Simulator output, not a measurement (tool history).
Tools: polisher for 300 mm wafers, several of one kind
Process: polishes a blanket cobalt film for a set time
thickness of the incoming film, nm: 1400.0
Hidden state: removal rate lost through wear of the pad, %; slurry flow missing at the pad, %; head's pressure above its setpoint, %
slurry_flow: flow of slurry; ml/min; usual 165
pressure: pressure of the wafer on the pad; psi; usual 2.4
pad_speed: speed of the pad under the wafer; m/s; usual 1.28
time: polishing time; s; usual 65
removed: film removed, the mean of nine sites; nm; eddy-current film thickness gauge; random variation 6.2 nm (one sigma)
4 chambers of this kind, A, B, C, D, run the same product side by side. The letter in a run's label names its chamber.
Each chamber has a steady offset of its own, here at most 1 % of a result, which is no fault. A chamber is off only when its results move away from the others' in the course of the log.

| run | hour | slurry_flow | pressure | pad_speed | time | wafers polished on this pad | hours since the slurry nozzle was cleaned | hours since the head pressure was calibrated | removed |
|---|---|---|---|---|---|---|---|---|---|
| 1A | 8.4 | 165 | 2.4 | 1.28 | 65 | 766 | 452.6 | 368.6 | 554.5 |
|  | 14.8 | chamber D: head pressure recalibrated |
|  | 16.9 | chamber B: worn pad replaced by a new one |
| 2C | 17 | 165 | 2.4 | 1.28 | 65 | 361 | 901.5 | 193.3 | 556.59 |
|  | 20.6 | chamber A: worn pad replaced by a new one |
| 3D | 21.7 | 165 | 2.4 | 1.28 | 65 | 526 | 246.7 | 7 | 542.54 |
|  | 25.1 | chamber C: slurry nozzle cleaned |
| 4B | 29.4 | 165 | 2.4 | 1.28 | 65 | 169 | 194.9 | 172.8 | 551.79 |
|  | 30.2 | chamber D: worn pad replaced by a new one |
| 5C | 38.8 | 165 | 2.4 | 1.28 | 65 | 655 | 13.7 | 215.1 | 563.85 |
| 6A | 47.7 | 165 | 2.4 | 1.28 | 65 | 365 | 491.9 | 407.9 | 545.46 |
| 7D | 56.8 | 165 | 2.4 | 1.58 | 65 | 358 | 281.8 | 42.1 | 671.54 |
| 8B | 61 | 165 | 2.4 | 1.58 | 65 | 595 | 226.5 | 204.4 | 658.09 |
| 9C | 66.3 | 165 | 2.4 | 1.58 | 65 | 1025 | 41.2 | 242.6 | 682.16 |
|  | 72.3 | chamber C: worn pad replaced by a new one |
| 10D | 73.7 | 165 | 2.4 | 1.58 | 65 | 586 | 298.7 | 59 | 677.4 |
| 11B | 80.4 | 165 | 2.4 | 1.28 | 65 | 856 | 245.9 | 223.8 | 544.28 |
|  | 80.9 | chamber D: worn pad replaced by a new one |
| 12A | 89.5 | 165 | 2.4 | 1.28 | 65 | 928 | 533.7 | 449.7 | 548.62 |
|  | 90.9 | chamber A: worn pad replaced by a new one |
| 13D | 98.4 | 165 | 2.4 | 1.28 | 65 | 236 | 323.4 | 83.7 | 548.98 |
|  | 103.3 | chamber B: worn pad replaced by a new one |
| 14B | 106 | 165 | 2.4 | 1.28 | 65 | 36 | 271.5 | 249.4 | 536.89 |
|  | 108.7 | chamber A: slurry nozzle cleaned |
| 15A | 113.2 | 165 | 2.4 | 1.28 | 65 | 301 | 4.5 | 473.4 | 555.54 |
| 16C | 121.2 | 165 | 2.4 | 1.28 | 65 | 659 | 96.1 | 297.5 | 546.89 |
|  | 123.1 | chamber D: worn pad replaced by a new one |
| 17C | 129.7 | 165 | 2.4 | 1.28 | 65 | 773 | 104.6 | 306 | 549.31 |
| 18D | 134.3 | 165 | 2.4 | 1.28 | 65 | 150 | 359.3 | 119.6 | 552.82 |
| 19B | 140.5 | 165 | 2.4 | 1.28 | 65 | 501 | 306 | 283.9 | 545.64 |
| 20A | 145.7 | 165 | 2.4 | 1.28 | 65 | 739 | 37 | 505.9 | 548.17 |
|  | 147.7 | chamber C: worn pad replaced by a new one |
| 21C | 153.8 | 165 | 2.4 | 1.58 | 65 | 83 | 128.7 | 330.1 | 678.34 |
|  | 154.7 | chamber A: worn pad replaced by a new one |
| 22D | 159.9 | 165 | 2.4 | 1.58 | 65 | 495 | 384.9 | 145.2 | 670.74 |
| 23A | 165.2 | 165 | 2.4 | 1.58 | 65 | 141 | 56.5 | 525.4 | 668.86 |
|  | 169 | chamber D: worn pad replaced by a new one |
| 24B | 172.3 | 165 | 2.4 | 1.58 | 65 | 929 | 337.8 | 315.7 | 665.81 |
|  | 176.3 | chamber B: worn pad replaced by a new one |
| 25D | 179.3 | 165 | 2.4 | 1.28 | 65 | 139 | 404.3 | 164.6 | 557.08 |
| 26A | 186.2 | 165 | 2.4 | 1.28 | 65 | 424 | 77.5 | 546.4 | 549.06 |
| 27B | 191.4 | 190 | 2.4 | 1.28 | 43 | 203 | 356.9 | 334.8 | 376.55 |
| 28C | 200.6 | 190 | 2.4 | 1.28 | 43 | 713 | 175.5 | 376.9 | 382.18 |

All 4 chambers run these settings next. Forecast each chamber's results:
| 29A | 207.4 | 165 | 2.4 | 1.64 | 65 |  |  |  | ? |
| 29B | 207.4 | 165 | 2.4 | 1.64 | 65 |  |  |  | ? |
| 29C | 207.4 | 165 | 2.4 | 1.64 | 65 |  |  |  | ? |
| 29D | 207.4 | 165 | 2.4 | 1.64 | 65 |  |  |  | ? |

| run | removed |
|---|---|
| 29A | 703.4 |
| 29B | 698.1 |
| 29C | 698.65 |
| 29D | 686.97 |
